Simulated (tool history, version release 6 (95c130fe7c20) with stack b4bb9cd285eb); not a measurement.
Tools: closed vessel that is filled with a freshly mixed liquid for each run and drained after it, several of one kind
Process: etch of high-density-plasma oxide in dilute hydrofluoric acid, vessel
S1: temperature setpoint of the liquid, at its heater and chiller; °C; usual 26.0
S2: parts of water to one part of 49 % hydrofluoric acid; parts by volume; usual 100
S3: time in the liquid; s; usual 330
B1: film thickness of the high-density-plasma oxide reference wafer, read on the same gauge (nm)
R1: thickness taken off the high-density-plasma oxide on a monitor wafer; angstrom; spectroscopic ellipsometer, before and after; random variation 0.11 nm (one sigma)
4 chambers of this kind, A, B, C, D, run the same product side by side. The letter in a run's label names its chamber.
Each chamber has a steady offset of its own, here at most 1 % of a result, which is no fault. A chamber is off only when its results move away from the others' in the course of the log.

run	hour	S1	S2	S3	B1	R1
1A	4.8	26.0	100	330	150.00	195.45
2C	9.8	26.0	100	330	150.01	197.37
3D	14.9	26.0	100	330	149.99	199.28
4B	18.2	26.0	100	330	149.99	193.46
5C	22.5	26.0	150	330	149.98	122.65
6A	28.2	26.0	150	330	149.99	122.15
7D	33.6	26.0	150	330	150.01	123.05
8B	40.0	26.0	150	330	150.00	121.54
9C	45.3	26.0	100	330	150.01	196.22
10A	48.4	26.0	100	330	150.01	196.43
11D	53.7	26.0	100	330	150.01	198.08
12B	57.8	26.0	100	330	150.01	194.40
13B	62.2	26.0	100	330	150.01	193.15
14A	68.7	26.0	100	330	150.00	197.48
15D	73.8	26.0	100	330	149.99	195.11
16C	79.2	26.0	100	330	150.00	197.08
17C	83.0	26.0	100	330	149.99	197.24
18B	87.3	26.0	100	330	150.00	194.32
19A	90.9	28.5	145	330	150.02	140.67
20D	94.6	28.5	145	330	150.01	140.56
21B	98.0	28.5	145	330	150.00	139.17
22C	104.1	28.5	145	330	150.00	139.06
23D	109.9	26.0	100	330	149.99	197.49
24A	116.5	26.0	100	330	150.00	198.44
25B	122.9	26.0	100	330	150.00	192.79
26A	129.9	26.0	100	330	150.00	198.92
# hour 132.0: chamber D: thermometer replaced
27C	136.8	26.0	100	330	150.01	195.46
28D	140.8	26.0	100	330	150.00	194.96
29B	147.4	26.0	100	330	150.01	194.40
30A	153.7	26.0	100	330	150.01	199.79
31D	159.2	26.0	100	330	149.99	196.65
32C	164.7	26.0	100	330	149.99	196.92
33B	171.2	26.0	55	510	150.01	570.80
34C	174.3	26.0	55	510	150.00	590.29
35A	180.4	26.0	55	510	150.00	614.72
36D	186.0	26.0	55	510	150.00	584.87
37A	192.7	26.0	100	330	149.99	203.98
38D	196.7	26.0	100	330	150.00	195.71
39B	202.6	26.0	100	330	150.01	194.39
40C	207.3	26.0	100	330	150.01	198.28
41C	212.8	26.0	100	330	150.00	198.26

All 4 chambers run these settings next. Forecast each chamber's results:
42A	217.9	26.0	100	330		?
42B	217.9	26.0	100	330		?
42C	217.9	26.0	100	330		?
42D	217.9	26.0	100	330		?

run	R1
42A	206.51
42B	194.65
42C	195.61
42D	194.05

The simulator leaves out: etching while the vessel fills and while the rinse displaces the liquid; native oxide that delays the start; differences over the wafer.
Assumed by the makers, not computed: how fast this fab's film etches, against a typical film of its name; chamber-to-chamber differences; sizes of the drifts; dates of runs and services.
